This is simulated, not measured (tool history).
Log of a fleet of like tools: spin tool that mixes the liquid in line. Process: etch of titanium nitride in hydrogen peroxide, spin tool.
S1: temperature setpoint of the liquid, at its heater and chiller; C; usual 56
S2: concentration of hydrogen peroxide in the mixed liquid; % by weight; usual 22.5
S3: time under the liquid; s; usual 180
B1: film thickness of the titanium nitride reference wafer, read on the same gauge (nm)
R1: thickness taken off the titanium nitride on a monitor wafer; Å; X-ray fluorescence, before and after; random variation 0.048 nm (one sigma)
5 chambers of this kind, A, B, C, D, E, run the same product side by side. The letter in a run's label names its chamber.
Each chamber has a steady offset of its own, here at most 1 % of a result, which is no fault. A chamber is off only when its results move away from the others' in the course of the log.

| run | hour | S1 | S2 | S3 | B1 | R1 |
|---|---|---|---|---|---|---|
| 1D | 3.9 | 56 | 22.5 | 180 | 140.01 | 70.018 |
| 2E | 7.5 | 56 | 22.5 | 180 | 140.01 | 71.128 |
| 3A | 9.8 | 56 | 22.5 | 180 | 139.98 | 70.31 |
| 4B | 13.2 | 56 | 22.5 | 180 | 140.03 | 70.449 |
| 5C | 15.6 | 56 | 22.5 | 180 | 139.97 | 70.346 |
| 6D | 19.8 | 56 | 22.5 | 180 | 140.03 | 69.536 |
| 7B | 22.9 | 56 | 22.5 | 180 | 140.02 | 69.258 |
| 8C | 25.9 | 56 | 22.5 | 180 | 140.01 | 71.056 |
| 9E | 30 | 56 | 22.5 | 180 | 140 | 70.311 |
| 10A | 34 | 56 | 22.5 | 180 | 139.99 | 70.163 |
| 11D | 35.9 | 56 | 22.5 | 180 | 140 | 70.536 |
| 12A | 37.9 | 60 | 22.5 | 230 | 140.04 | 116.82 |
| 13C | 40.7 | 60 | 22.5 | 230 | 140.01 | 118.31 |
| 14B | 43 | 60 | 22.5 | 230 | 139.98 | 117.05 |
| 15E | 46.6 | 60 | 22.5 | 230 | 140 | 119.47 |
| 16E | 50.6 | 60 | 22.5 | 230 | 139.99 | 120.9 |
| 17A | 54.8 | 56 | 16.5 | 180 | 139.99 | 65.076 |
| 18D | 57 | 56 | 16.5 | 180 | 139.98 | 66.045 |
| 19C | 60.7 | 56 | 16.5 | 180 | 140.01 | 66.508 |
| 20B | 63.8 | 56 | 16.5 | 180 | 140 | 65.128 |
| 21E | 66.7 | 56 | 16.5 | 180 | 139.99 | 66.067 |
| 22C | 68.8 | 56 | 25 | 245 | 140.05 | 97.624 |
| 23B | 72.5 | 56 | 25 | 245 | 140 | 96.914 |
| 24A | 76.4 | 56 | 25 | 245 | 140.03 | 94.087 |
| 25D | 80.4 | 56 | 25 | 245 | 140.04 | 99.161 |
| 26D | 83.2 | 56 | 25 | 245 | 140.02 | 96.847 |
| 27A | 85.2 | 56 | 22.5 | 180 | 139.98 | 67.074 |
| 28C | 88.1 | 56 | 22.5 | 180 | 139.98 | 70.691 |
| 29B | 90.9 | 56 | 22.5 | 180 | 140 | 69.662 |
| 30E | 94.7 | 56 | 22.5 | 180 | 140.03 | 70.531 |
| 31E | 96.9 | 56 | 22.5 | 180 | 140.01 | 70.361 |
| 32C | 100.4 | 56 | 22.5 | 105 | 140.04 | 41.535 |
| 33D | 103.3 | 56 | 22.5 | 105 | 139.99 | 41.385 |
| 34B | 106.8 | 56 | 22.5 | 105 | 140.02 | 41.041 |
| 35A | 110.7 | 56 | 22.5 | 105 | 139.95 | 38.701 |
| 36D | 113.5 | 56 | 22.5 | 105 | 139.98 | 40.76 |
| 37B | 115.9 | 56 | 22.5 | 180 | 139.98 | 69.484 |
| 38C | 119.4 | 56 | 27 | 180 | 140.01 | 73.615 |
| 39E | 123.7 | 56 | 27 | 180 | 140.01 | 73.978 |

Is one chamber off against the others, does the gauge drift, or is nothing wrong? If a chamber is off, say which, and what the likeliest cause is.

Chamber A drifts away from the others.
Cause: temperature lost on the way to the wafer (K) = 1.01.
The log may not tell that from: liquid colder than its thermometer reads (K).

Here are 4 candidates for chamber A's next run, each the usual settings with a change, their results left as question marks. Which one brings its results back in line with what the others give on the usual settings?
In line means no further than this from the other chambers' mean on the usual settings: R1 1.7 Å
| 40A-1 | 126.8 | 56 | 22.5 | 195 |  | ? |
| 40A-2 | 126.8 | 58 | 22.5 | 180 |  | ? |
| 40A-3 | 126.8 | 56 | 16 | 180 |  | ? |
| 40A-4 | 126.8 | 54 | 22.5 | 180 |  | ? |

The other chambers' mean on the usual settings: R1 70.315 Å
| run | R1 |
|---|---|
| 40A-1 | 71.187 |
| 40A-2 | 75.373 |
| 40A-3 | 61.08 |
| 40A-4 | 57.193 |
40A-1 brings the chamber back in line.

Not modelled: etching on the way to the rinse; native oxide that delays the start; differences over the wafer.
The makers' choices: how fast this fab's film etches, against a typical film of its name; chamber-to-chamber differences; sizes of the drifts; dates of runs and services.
